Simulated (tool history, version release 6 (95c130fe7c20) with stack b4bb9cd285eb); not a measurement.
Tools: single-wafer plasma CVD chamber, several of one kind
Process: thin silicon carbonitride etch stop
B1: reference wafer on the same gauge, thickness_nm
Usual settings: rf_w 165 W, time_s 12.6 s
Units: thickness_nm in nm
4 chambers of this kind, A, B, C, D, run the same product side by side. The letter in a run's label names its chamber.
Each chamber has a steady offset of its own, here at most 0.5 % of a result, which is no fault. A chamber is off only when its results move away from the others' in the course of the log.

Run 1C, hour 8.3: usual settings; B1 5.9603. Result: thickness_nm 6.7814 nm.
Run 2B, hour 13.8: usual settings; B1 5.9595. Result: thickness_nm 6.7695 nm.
Run 3A, hour 17.9: usual settings; B1 5.9572. Result: thickness_nm 6.7335 nm.
Run 4D, hour 23.3: usual settings; B1 5.9615. Result: thickness_nm 6.7312 nm.
Run 5B, hour 31.2: usual settings; B1 5.9600. Result: thickness_nm 6.7577 nm.
Run 6D, hour 35.9: usual settings; B1 5.9586. Result: thickness_nm 6.7453 nm.
Run 7A, hour 43.5: usual settings; B1 5.9583. Result: thickness_nm 6.7652 nm.
Run 8C, hour 50.2: usual settings; B1 5.9566. Result: thickness_nm 6.7677 nm.
Run 9D, hour 54.6: usual settings; B1 5.9601. Result: thickness_nm 6.7415 nm.
Run 10A, hour 59.6: usual settings; B1 5.9630. Result: thickness_nm 6.7363 nm.
Run 11C, hour 67.0: usual settings; B1 5.9579. Result: thickness_nm 6.7920 nm.
Run 12B, hour 72.5: usual settings; B1 5.9587. Result: thickness_nm 6.7521 nm.
Run 13D, hour 76.7: usual settings but rf_w 145 W, time_s 11.2 s; B1 5.9588. Result: thickness_nm 5.8053 nm.
Run 14C, hour 84.2: usual settings but rf_w 145 W, time_s 11.2 s; B1 5.9570. Result: thickness_nm 5.7917 nm.
Run 15A, hour 90.0: usual settings but rf_w 145 W, time_s 11.2 s; B1 5.9616. Result: thickness_nm 5.7665 nm.
Run 16B, hour 97.5: usual settings but rf_w 145 W, time_s 11.2 s; B1 5.9606. Result: thickness_nm 5.7864 nm.
Run 17A, hour 104.0: usual settings; B1 5.9586. Result: thickness_nm 6.7691 nm.
Run 18D, hour 112.2: usual settings; B1 5.9618. Result: thickness_nm 6.7426 nm.
Run 19B, hour 116.6: usual settings; B1 5.9647. Result: thickness_nm 6.7770 nm.
Run 20C, hour 121.4: usual settings; B1 5.9628. Result: thickness_nm 6.7714 nm.
Run 21C, hour 127.8: usual settings; B1 5.9610. Result: thickness_nm 6.7693 nm.
Run 22A, hour 133.1: usual settings; B1 5.9638. Result: thickness_nm 6.7543 nm.
Run 23D, hour 139.2: usual settings; B1 5.9601. Result: thickness_nm 6.7498 nm.
Run 24B, hour 143.5: usual settings; B1 5.9615. Result: thickness_nm 6.7468 nm.
Run 25B, hour 149.1: usual settings; B1 5.9544. Result: thickness_nm 6.7622 nm.
Run 26D, hour 154.4: usual settings; B1 5.9629. Result: thickness_nm 6.7404 nm.
Run 27A, hour 158.5: usual settings; B1 5.9654. Result: thickness_nm 6.7380 nm.

All 4 chambers run these settings next. Forecast each chamber's results:
Run 28A, hour 164.5: usual settings but rf_w 190 W. Result: thickness_nm ?.
Run 28B, hour 164.5: usual settings but rf_w 190 W. Result: thickness_nm ?.
Run 28C, hour 164.5: usual settings but rf_w 190 W. Result: thickness_nm ?.
Run 28D, hour 164.5: usual settings but rf_w 190 W. Result: thickness_nm ?.

run  thickness_nm
28A        7.0258
28B        7.0722
28C        7.0661
28D        7.0526
